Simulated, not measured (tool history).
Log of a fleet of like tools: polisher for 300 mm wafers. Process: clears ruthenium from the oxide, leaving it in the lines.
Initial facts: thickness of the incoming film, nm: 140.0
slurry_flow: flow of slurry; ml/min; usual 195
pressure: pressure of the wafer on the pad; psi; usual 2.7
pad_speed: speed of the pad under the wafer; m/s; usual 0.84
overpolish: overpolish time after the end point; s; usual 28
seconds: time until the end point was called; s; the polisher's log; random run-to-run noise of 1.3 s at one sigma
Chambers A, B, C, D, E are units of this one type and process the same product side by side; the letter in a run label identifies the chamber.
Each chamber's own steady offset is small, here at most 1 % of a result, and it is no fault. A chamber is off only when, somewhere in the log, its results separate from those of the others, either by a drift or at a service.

| run | hour | slurry_flow | pressure | pad_speed | overpolish | seconds |
|---|---|---|---|---|---|---|
| 1B | 5.1 | 195 | 2.7 | 0.84 | 28 | 92.441 |
|  | 5.5 | chamber E: slurry nozzle cleaned |
|  | 11.7 | chamber A: worn pad replaced by a new one |
| 2A | 11.9 | 195 | 2.7 | 0.84 | 28 | 91.337 |
| 3D | 19.7 | 195 | 2.7 | 0.84 | 28 | 95.138 |
|  | 27.3 | chamber D: worn pad replaced by a new one |
| 4C | 27.3 | 195 | 2.7 | 0.84 | 28 | 94.203 |
| 5E | 33.7 | 195 | 2.7 | 0.84 | 28 | 91.675 |
| 6A | 41.9 | 195 | 2.7 | 0.84 | 28 | 92.992 |
| 7B | 48.4 | 195 | 2.7 | 0.84 | 28 | 93.251 |
| 8C | 53.1 | 195 | 2.7 | 0.84 | 28 | 90.883 |
| 9D | 60.8 | 195 | 2 | 0.84 | 38 | 124.9 |
| 10E | 69.5 | 195 | 2 | 0.84 | 38 | 123.83 |
| 11B | 80 | 195 | 2 | 0.84 | 38 | 124.7 |
|  | 85.3 | chamber B: slurry nozzle cleaned |
| 12C | 86.4 | 195 | 2 | 0.84 | 38 | 125.81 |
|  | 89.4 | chamber B: worn pad replaced by a new one |
| 13D | 95.3 | 195 | 2 | 0.84 | 38 | 121.92 |
| 14E | 102.5 | 155 | 2.4 | 0.84 | 28 | 107.66 |
|  | 108.8 | chamber E: worn pad replaced by a new one |
| 15A | 109.7 | 155 | 2.4 | 0.84 | 28 | 108.21 |
| 16B | 117.6 | 155 | 2.4 | 0.84 | 28 | 105.07 |
| 17D | 125.8 | 155 | 2.4 | 0.84 | 28 | 109.27 |
|  | 130 | chamber B: head pressure recalibrated |
|  | 135.6 | chamber C: worn pad replaced by a new one |
| 18E | 135.6 | 155 | 2.4 | 0.84 | 28 | 105.33 |
|  | 138.1 | chamber D: head pressure recalibrated |
| 19A | 145.7 | 195 | 2.7 | 0.84 | 28 | 93.813 |
| 20C | 152.3 | 195 | 2.7 | 0.84 | 28 | 91.937 |
| 21C | 157.1 | 220 | 2.4 | 0.84 | 28 | 100.96 |
|  | 163.6 | chamber A: worn pad replaced by a new one |
| 22E | 166.5 | 220 | 2.4 | 0.84 | 28 | 102.58 |
| 23D | 172.4 | 220 | 2.4 | 0.84 | 28 | 103.89 |
|  | 177 | chamber A: head pressure recalibrated |
| 24B | 178 | 220 | 2.4 | 0.84 | 28 | 100.26 |
|  | 180.4 | chamber D: worn pad replaced by a new one |
|  | 181.3 | chamber C: head pressure recalibrated |
| 25A | 186.5 | 220 | 2.4 | 0.84 | 28 | 114.19 |
| 26C | 196.4 | 195 | 2.7 | 0.84 | 28 | 92.674 |
|  | 204.1 | chamber D: slurry nozzle cleaned |
| 27B | 204.1 | 195 | 2.7 | 0.84 | 28 | 94.327 |
| 28D | 210.5 | 235 | 2.7 | 0.84 | 22 | 90.485 |
| 29A | 220.3 | 235 | 2.7 | 0.84 | 22 | 100.65 |
| 30E | 228.7 | 235 | 2.7 | 0.84 | 22 | 89.29 |
| 31C | 238.6 | 235 | 2.7 | 0.84 | 22 | 88.86 |
|  | 245 | chamber B: worn pad replaced by a new one |
| 32E | 246.6 | 235 | 2.7 | 0.84 | 22 | 87.394 |
| 33B | 255.5 | 195 | 2.7 | 0.84 | 28 | 93.671 |
| 34D | 265.1 | 195 | 2.7 | 0.84 | 28 | 88.783 |
| 35A | 270.5 | 195 | 2.7 | 0.84 | 28 | 103.16 |
| 36D | 275.4 | 195 | 2.7 | 0.84 | 28 | 91.864 |
| 37A | 283.3 | 195 | 2.7 | 0.84 | 28 | 101.9 |

Which is it: a chamber that has drifted or been left off by a service, a gauge drift common to all chambers, or only each chamber's usual small offset? If a chamber is off, name it and its likeliest cause.

After it was serviced, chamber A no longer matches the other chambers.
Most likely cause: head's pressure below its setpoint, % = 10.5.

Below are 4 candidate recipes for chamber A's next run, each the usual settings with a change, their results shown as question marks. Which of them brings A's results back in line with what the other chambers give on the usual settings?
A result is in line if it is within this distance of the other chambers' mean on the usual settings: seconds 4.5 s
| 38A-1 | 291.1 | 195 | 2.2 | 0.84 | 28 | ? |
| 38A-2 | 291.1 | 195 | 2.6 | 0.78 | 28 | ? |
| 38A-3 | 291.1 | 200 | 2.7 | 1.02 | 28 | ? |
| 38A-4 | 291.1 | 195 | 2.8 | 0.9 | 28 | ? |

Average result of the remaining chambers running the usual settings: seconds 92.166 s
| run | seconds |
|---|---|
| 38A-1 | 126.04 |
| 38A-2 | 115.15 |
| 38A-3 | 84.622 |
| 38A-4 | 92.809 |
The right change is 38A-4: it brings the chamber back within the allowed miss of the others.
